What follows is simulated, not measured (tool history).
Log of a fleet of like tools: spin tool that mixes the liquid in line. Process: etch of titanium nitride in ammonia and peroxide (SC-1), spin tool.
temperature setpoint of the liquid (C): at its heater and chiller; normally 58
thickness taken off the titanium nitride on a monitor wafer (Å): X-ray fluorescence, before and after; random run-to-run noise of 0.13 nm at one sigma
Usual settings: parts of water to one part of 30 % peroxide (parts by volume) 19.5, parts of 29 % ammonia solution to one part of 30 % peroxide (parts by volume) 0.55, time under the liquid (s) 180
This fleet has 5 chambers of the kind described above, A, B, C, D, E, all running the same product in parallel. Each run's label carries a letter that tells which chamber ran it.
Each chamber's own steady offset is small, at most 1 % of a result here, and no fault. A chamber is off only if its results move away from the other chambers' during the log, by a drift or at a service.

run,hour,temperature setpoint of the liquid (C),parts of water to one part of 30 % peroxide (parts by volume),parts of 29 % ammonia solution to one part of 30 % peroxide (parts by volume),time under the liquid (s),hours since the thermometer was replaced,hours since the ammonia flow meter was replaced,hours since the heated supply line was repaired,hours since the drum of ammonia solution was connected,"read-back film thickness of the titanium nitride reference wafer, read on the same gauge (nm)",thickness taken off the titanium nitride on a monitor wafer (Å)
1A,2.9,58,19.5,0.55,180,945.9,2234.7,430.5,242.0,79.984,211.73
2E,7.1,58,19.5,0.55,180,1423.2,267.4,2058.1,423.9,79.996,210.33
# hour 11.5: chamber C: thermometer replaced
3B,11.7,58,19.5,0.55,180,1135.2,650.1,369.9,585.4,79.990,211.81
4D,16.7,58,19.5,0.55,180,572.8,331.6,1390.4,27.7,80.016,211.81
5C,22.4,58,19.5,0.55,180,10.9,814.5,2006.5,538.2,80.024,210.71
6B,26.0,58,19.5,0.55,180,1149.5,664.4,384.2,599.7,79.986,216.28
7D,28.8,58,19.5,0.55,180,584.9,343.7,1402.5,39.8,79.986,207.10
8C,32.8,58,19.5,0.55,180,21.3,824.9,2016.9,548.6,79.992,211.73
9E,36.6,58,19.5,0.55,180,1452.7,296.9,2087.6,453.4,80.005,211.67
# hour 39.2: chamber A: ammonia flow meter replaced
# hour 40.1: chamber C: new drum of ammonia solution connected
10A,41.1,64,19.5,0.55,220,984.1,2.0,468.7,280.2,80.029,383.08
11D,46.9,64,19.5,0.55,220,603.0,361.8,1420.6,57.9,80.008,386.19
12B,50.3,64,19.5,0.55,220,1173.8,688.7,408.5,624.0,80.018,384.97
13C,54.5,64,19.5,0.55,220,43.0,846.6,2038.6,14.4,79.965,380.42
14E,60.1,64,19.5,0.55,220,1476.2,320.4,2111.1,476.9,80.008,379.28
15A,64.3,58,19.5,0.55,180,1007.3,25.2,491.9,303.4,80.031,211.40
16D,67.2,58,19.5,0.55,180,623.3,382.1,1440.9,78.2,79.988,209.84
17A,72.6,58,19.5,0.55,180,1015.6,33.5,500.2,311.7,79.976,213.17
18B,76.2,58,19.5,0.55,180,1199.7,714.6,434.4,649.9,80.005,214.55
19E,81.4,58,19.5,0.55,180,1497.5,341.7,2132.4,498.2,80.014,208.86
20C,84.1,58,27.0,0.55,180,72.6,876.2,2068.2,44.0,80.024,175.43
21D,87.0,58,27.0,0.55,180,643.1,401.9,1460.7,98.0,79.989,176.00
22E,93.1,58,27.0,0.55,180,1509.2,353.4,2144.1,509.9,79.998,176.93
23B,98.6,58,27.0,0.55,180,1222.1,737.0,456.8,672.3,79.992,177.91
24C,102.2,58,27.0,0.55,180,90.7,894.3,2086.3,62.1,80.027,176.11
25A,107.4,58,19.5,0.55,180,1050.4,68.3,535.0,346.5,79.983,214.67
26D,112.9,58,19.5,0.55,120,669.0,427.8,1486.6,123.9,80.000,141.28
27A,115.8,58,19.5,0.55,120,1058.8,76.7,543.4,354.9,80.010,142.31
28C,121.1,58,19.5,0.55,120,109.6,913.2,2105.2,81.0,79.979,140.68
29B,124.9,58,19.5,0.55,120,1248.4,763.3,483.1,698.6,80.001,142.76
30E,128.9,58,19.5,0.55,120,1545.0,389.2,2179.9,545.7,79.950,141.29
31E,133.0,58,19.5,0.55,180,1549.1,393.3,2184.0,549.8,80.014,210.10
32D,137.2,58,19.5,0.55,180,693.3,452.1,1510.9,148.2,80.010,209.25
33B,140.9,58,19.5,0.70,140,1264.4,779.3,499.1,714.6,79.989,172.48
34C,146.2,58,19.5,0.70,140,134.7,938.3,2130.3,106.1,80.006,171.14
35A,149.8,58,19.5,0.70,140,1092.8,110.7,577.4,388.9,80.001,172.84
36A,152.5,58,19.5,0.70,140,1095.5,113.4,580.1,391.6,79.989,171.96
37E,158.2,58,19.5,0.70,140,1574.3,418.5,2209.2,575.0,80.001,169.77
38C,163.6,58,19.5,0.55,180,152.1,955.7,2147.7,123.5,80.001,210.21
39D,168.8,58,19.5,0.55,180,724.9,483.7,1542.5,179.8,79.998,210.39

Read the log: is a single chamber off, either drifting away or since a service, is the gauge that measures every chamber drifting, or is nothing wrong beyond small per-chamber offsets? Name any odd chamber and what most likely caused it.

Beyond each chamber's small constant offset nothing stands out, and the gauge stays steady.
